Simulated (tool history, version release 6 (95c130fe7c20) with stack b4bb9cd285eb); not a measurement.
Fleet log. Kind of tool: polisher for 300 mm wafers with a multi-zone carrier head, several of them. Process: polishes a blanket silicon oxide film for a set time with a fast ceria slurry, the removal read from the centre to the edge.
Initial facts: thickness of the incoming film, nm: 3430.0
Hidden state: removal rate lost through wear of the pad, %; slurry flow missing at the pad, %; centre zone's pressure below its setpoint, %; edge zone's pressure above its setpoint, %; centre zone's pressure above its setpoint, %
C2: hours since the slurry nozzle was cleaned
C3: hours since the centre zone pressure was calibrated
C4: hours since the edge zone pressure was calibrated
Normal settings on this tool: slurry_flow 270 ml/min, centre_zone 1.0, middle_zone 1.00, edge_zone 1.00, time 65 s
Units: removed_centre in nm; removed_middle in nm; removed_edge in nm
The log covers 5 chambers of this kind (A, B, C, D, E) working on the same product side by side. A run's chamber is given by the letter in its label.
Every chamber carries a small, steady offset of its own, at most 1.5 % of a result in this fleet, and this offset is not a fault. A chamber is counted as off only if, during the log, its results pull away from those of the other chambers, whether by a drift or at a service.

{"run": "1D", "hour": 3.3, "slurry_flow": 270, "centre_zone": 1.0, "middle_zone": 1.0, "edge_zone": 1.0, "time": 65, "wafers polished on this pad": 70, "C2": 150.9, "C3": 694.0, "C4": 429.2, "removed_centre": 1009.4, "removed_middle": 1011.8, "removed_edge": 993.5}
{"run": "2E", "hour": 6.0, "slurry_flow": 270, "centre_zone": 1.0, "middle_zone": 1.0, "edge_zone": 1.0, "time": 65, "wafers polished on this pad": 154, "C2": 113.5, "C3": 319.3, "C4": 36.7, "removed_centre": 1018.8, "removed_middle": 1002.7, "removed_edge": 1034.8}
{"run": "3C", "hour": 8.0, "slurry_flow": 270, "centre_zone": 1.0, "middle_zone": 1.0, "edge_zone": 1.0, "time": 65, "wafers polished on this pad": 1294, "C2": 478.3, "C3": 376.0, "C4": 320.3, "removed_centre": 997.56, "removed_middle": 1006.6, "removed_edge": 975.22}
{"run": "4A", "hour": 11.2, "slurry_flow": 270, "centre_zone": 1.0, "middle_zone": 1.0, "edge_zone": 1.0, "time": 65, "wafers polished on this pad": 385, "C2": 449.4, "C3": 1082.2, "C4": 693.4, "removed_centre": 1006.1, "removed_middle": 994.91, "removed_edge": 1003.3}
{"run": "5B", "hour": 13.2, "slurry_flow": 270, "centre_zone": 1.0, "middle_zone": 1.0, "edge_zone": 1.0, "time": 65, "wafers polished on this pad": 141, "C2": 83.6, "C3": 568.3, "C4": 472.3, "removed_centre": 985.41, "removed_middle": 1018.7, "removed_edge": 995.18}
{"run": "6A", "hour": 15.2, "slurry_flow": 270, "centre_zone": 1.0, "middle_zone": 1.0, "edge_zone": 1.0, "time": 65, "wafers polished on this pad": 421, "C2": 453.4, "C3": 1086.2, "C4": 697.4, "removed_centre": 1003.4, "removed_middle": 1002.6, "removed_edge": 1017.2}
{"run": "7E", "hour": 19.4, "slurry_flow": 270, "centre_zone": 1.0, "middle_zone": 1.0, "edge_zone": 1.0, "time": 65, "wafers polished on this pad": 274, "C2": 126.9, "C3": 332.7, "C4": 50.1, "removed_centre": 1032.7, "removed_middle": 1003.6, "removed_edge": 1005.2}
{"hour": 21.7, "done": "chamber C: worn pad replaced by a new one"}
{"run": "8D", "hour": 22.5, "slurry_flow": 270, "centre_zone": 1.0, "middle_zone": 1.0, "edge_zone": 1.0, "time": 65, "wafers polished on this pad": 242, "C2": 170.1, "C3": 713.2, "C4": 448.4, "removed_centre": 983.77, "removed_middle": 1001.4, "removed_edge": 1015.5}
{"run": "9B", "hour": 25.1, "slurry_flow": 270, "centre_zone": 1.0, "middle_zone": 1.0, "edge_zone": 1.0, "time": 65, "wafers polished on this pad": 248, "C2": 95.5, "C3": 580.2, "C4": 484.2, "removed_centre": 1000.4, "removed_middle": 1008.7, "removed_edge": 1004.8}
{"run": "10C", "hour": 28.0, "slurry_flow": 270, "centre_zone": 1.0, "middle_zone": 1.0, "edge_zone": 1.0, "time": 65, "wafers polished on this pad": 57, "C2": 498.3, "C3": 396.0, "C4": 340.3, "removed_centre": 1001.5, "removed_middle": 1007.7, "removed_edge": 1005.2}
{"run": "11C", "hour": 32.4, "slurry_flow": 270, "centre_zone": 1.0, "middle_zone": 1.0, "edge_zone": 1.0, "time": 65, "wafers polished on this pad": 96, "C2": 502.7, "C3": 400.4, "C4": 344.7, "removed_centre": 1009.2, "removed_middle": 1005.0, "removed_edge": 1007.3}
{"hour": 33.4, "done": "chamber C: slurry nozzle cleaned"}
{"run": "12E", "hour": 35.6, "slurry_flow": 270, "centre_zone": 1.0, "middle_zone": 1.0, "edge_zone": 1.0, "time": 65, "wafers polished on this pad": 420, "C2": 143.1, "C3": 348.9, "C4": 66.3, "removed_centre": 1017.4, "removed_middle": 999.75, "removed_edge": 1019.5}
{"hour": 38.0, "done": "chamber B: centre zone pressure recalibrated"}
{"run": "13A", "hour": 39.8, "slurry_flow": 270, "centre_zone": 1.0, "middle_zone": 1.0, "edge_zone": 1.0, "time": 65, "wafers polished on this pad": 642, "C2": 478.0, "C3": 1110.8, "C4": 722.0, "removed_centre": 1002.9, "removed_middle": 994.72, "removed_edge": 1000.5}
{"hour": 42.0, "done": "chamber A: centre zone pressure recalibrated"}
{"run": "14D", "hour": 42.9, "slurry_flow": 270, "centre_zone": 1.0, "middle_zone": 1.0, "edge_zone": 1.0, "time": 65, "wafers polished on this pad": 426, "C2": 190.5, "C3": 733.6, "C4": 468.8, "removed_centre": 993.32, "removed_middle": 1000.2, "removed_edge": 1007.6}
{"run": "15B", "hour": 44.9, "slurry_flow": 270, "centre_zone": 1.0, "middle_zone": 1.0, "edge_zone": 1.0, "time": 65, "wafers polished on this pad": 426, "C2": 115.3, "C3": 7.0, "C4": 504.0, "removed_centre": 1001.9, "removed_middle": 1002.7, "removed_edge": 1004.8}
{"run": "16E", "hour": 47.7, "slurry_flow": 270, "centre_zone": 1.0, "middle_zone": 1.0, "edge_zone": 1.0, "time": 65, "wafers polished on this pad": 528, "C2": 155.2, "C3": 361.0, "C4": 78.4, "removed_centre": 989.81, "removed_middle": 1004.4, "removed_edge": 1010.2}
{"run": "17D", "hour": 51.1, "slurry_flow": 270, "centre_zone": 1.0, "middle_zone": 1.0, "edge_zone": 1.0, "time": 65, "wafers polished on this pad": 499, "C2": 198.7, "C3": 741.8, "C4": 477.0, "removed_centre": 1007.1, "removed_middle": 998.23, "removed_edge": 1019.1}
{"run": "18A", "hour": 53.9, "slurry_flow": 270, "centre_zone": 1.0, "middle_zone": 1.0, "edge_zone": 1.0, "time": 65, "wafers polished on this pad": 769, "C2": 492.1, "C3": 11.9, "C4": 736.1, "removed_centre": 888.76, "removed_middle": 1005.5, "removed_edge": 1006.6}
{"run": "19C", "hour": 57.2, "slurry_flow": 270, "centre_zone": 1.0, "middle_zone": 1.0, "edge_zone": 1.0, "time": 65, "wafers polished on this pad": 319, "C2": 23.9, "C3": 425.2, "C4": 369.5, "removed_centre": 1009.9, "removed_middle": 1010.8, "removed_edge": 1010.6}
{"run": "20B", "hour": 60.1, "slurry_flow": 270, "centre_zone": 1.0, "middle_zone": 1.0, "edge_zone": 1.0, "time": 65, "wafers polished on this pad": 563, "C2": 130.5, "C3": 22.2, "C4": 519.2, "removed_centre": 991.46, "removed_middle": 1004.7, "removed_edge": 1002.8}
{"hour": 60.2, "done": "chamber B: worn pad replaced by a new one"}
{"run": "21A", "hour": 64.4, "slurry_flow": 270, "centre_zone": 1.0, "middle_zone": 1.11, "edge_zone": 1.0, "time": 56, "wafers polished on this pad": 863, "C2": 502.6, "C3": 22.4, "C4": 746.6, "removed_centre": 776.98, "removed_middle": 952.38, "removed_edge": 862.81}
{"run": "22E", "hour": 67.4, "slurry_flow": 270, "centre_zone": 1.0, "middle_zone": 1.11, "edge_zone": 1.0, "time": 56, "wafers polished on this pad": 705, "C2": 174.9, "C3": 380.7, "C4": 98.1, "removed_centre": 870.56, "removed_middle": 953.82, "removed_edge": 855.3}
{"run": "23C", "hour": 71.2, "slurry_flow": 270, "centre_zone": 1.0, "middle_zone": 1.11, "edge_zone": 1.0, "time": 56, "wafers polished on this pad": 445, "C2": 37.9, "C3": 439.2, "C4": 383.5, "removed_centre": 891.43, "removed_middle": 947.95, "removed_edge": 847.44}
{"run": "24B", "hour": 73.4, "slurry_flow": 270, "centre_zone": 1.0, "middle_zone": 1.11, "edge_zone": 1.0, "time": 56, "wafers polished on this pad": 118, "C2": 143.8, "C3": 35.5, "C4": 532.5, "removed_centre": 841.25, "removed_middle": 965.92, "removed_edge": 850.15}
{"run": "25D", "hour": 75.4, "slurry_flow": 270, "centre_zone": 1.0, "middle_zone": 1.11, "edge_zone": 1.0, "time": 56, "wafers polished on this pad": 718, "C2": 223.0, "C3": 766.1, "C4": 501.3, "removed_centre": 846.49, "removed_middle": 964.44, "removed_edge": 858.48}
{"run": "26A", "hour": 79.2, "slurry_flow": 270, "centre_zone": 1.0, "middle_zone": 1.0, "edge_zone": 1.0, "time": 65, "wafers polished on this pad": 996, "C2": 517.4, "C3": 37.2, "C4": 761.4, "removed_centre": 876.42, "removed_middle": 999.01, "removed_edge": 1003.9}
{"run": "27C", "hour": 83.1, "slurry_flow": 270, "centre_zone": 1.0, "middle_zone": 1.0, "edge_zone": 1.0, "time": 65, "wafers polished on this pad": 552, "C2": 49.8, "C3": 451.1, "C4": 395.4, "removed_centre": 1015.6, "removed_middle": 1002.9, "removed_edge": 1007.8}
{"run": "28B", "hour": 85.7, "slurry_flow": 270, "centre_zone": 1.0, "middle_zone": 1.0, "edge_zone": 1.0, "time": 65, "wafers polished on this pad": 229, "C2": 156.1, "C3": 47.8, "C4": 544.8, "removed_centre": 983.39, "removed_middle": 1005.2, "removed_edge": 1001.5}
{"run": "29E", "hour": 89.3, "slurry_flow": 270, "centre_zone": 0.9, "middle_zone": 1.0, "edge_zone": 0.96, "time": 65, "wafers polished on this pad": 902, "C2": 196.8, "C3": 402.6, "C4": 120.0, "removed_centre": 899.93, "removed_middle": 1004.5, "removed_edge": 981.75}
{"run": "30D", "hour": 92.2, "slurry_flow": 270, "centre_zone": 0.9, "middle_zone": 1.0, "edge_zone": 0.96, "time": 65, "wafers polished on this pad": 869, "C2": 239.8, "C3": 782.9, "C4": 518.1, "removed_centre": 898.97, "removed_middle": 1000.4, "removed_edge": 986.55}

All 5 chambers run these settings next. Forecast each chamber's results:
{"run": "31A", "hour": 95.4, "slurry_flow": 270, "centre_zone": 1.0, "middle_zone": 1.08, "edge_zone": 1.0, "time": 65, "removed_centre": "?", "removed_middle": "?", "removed_edge": "?"}
{"run": "31B", "hour": 95.4, "slurry_flow": 270, "centre_zone": 1.0, "middle_zone": 1.08, "edge_zone": 1.0, "time": 65, "removed_centre": "?", "removed_middle": "?", "removed_edge": "?"}
{"run": "31C", "hour": 95.4, "slurry_flow": 270, "centre_zone": 1.0, "middle_zone": 1.08, "edge_zone": 1.0, "time": 65, "removed_centre": "?", "removed_middle": "?", "removed_edge": "?"}
{"run": "31D", "hour": 95.4, "slurry_flow": 270, "centre_zone": 1.0, "middle_zone": 1.08, "edge_zone": 1.0, "time": 65, "removed_centre": "?", "removed_middle": "?", "removed_edge": "?"}
{"run": "31E", "hour": 95.4, "slurry_flow": 270, "centre_zone": 1.0, "middle_zone": 1.08, "edge_zone": 1.0, "time": 65, "removed_centre": "?", "removed_middle": "?", "removed_edge": "?"}

run=31A removed_centre=894.96 removed_middle=1086.00 removed_edge=993.01
run=31B removed_centre=978.94 removed_middle=1080.70 removed_edge=1000.70
run=31C removed_centre=1004.70 removed_middle=1090.30 removed_edge=989.24
run=31D removed_centre=994.29 removed_middle=1078.00 removed_edge=1014.80
run=31E removed_centre=1008.70 removed_middle=1081.20 removed_edge=999.25
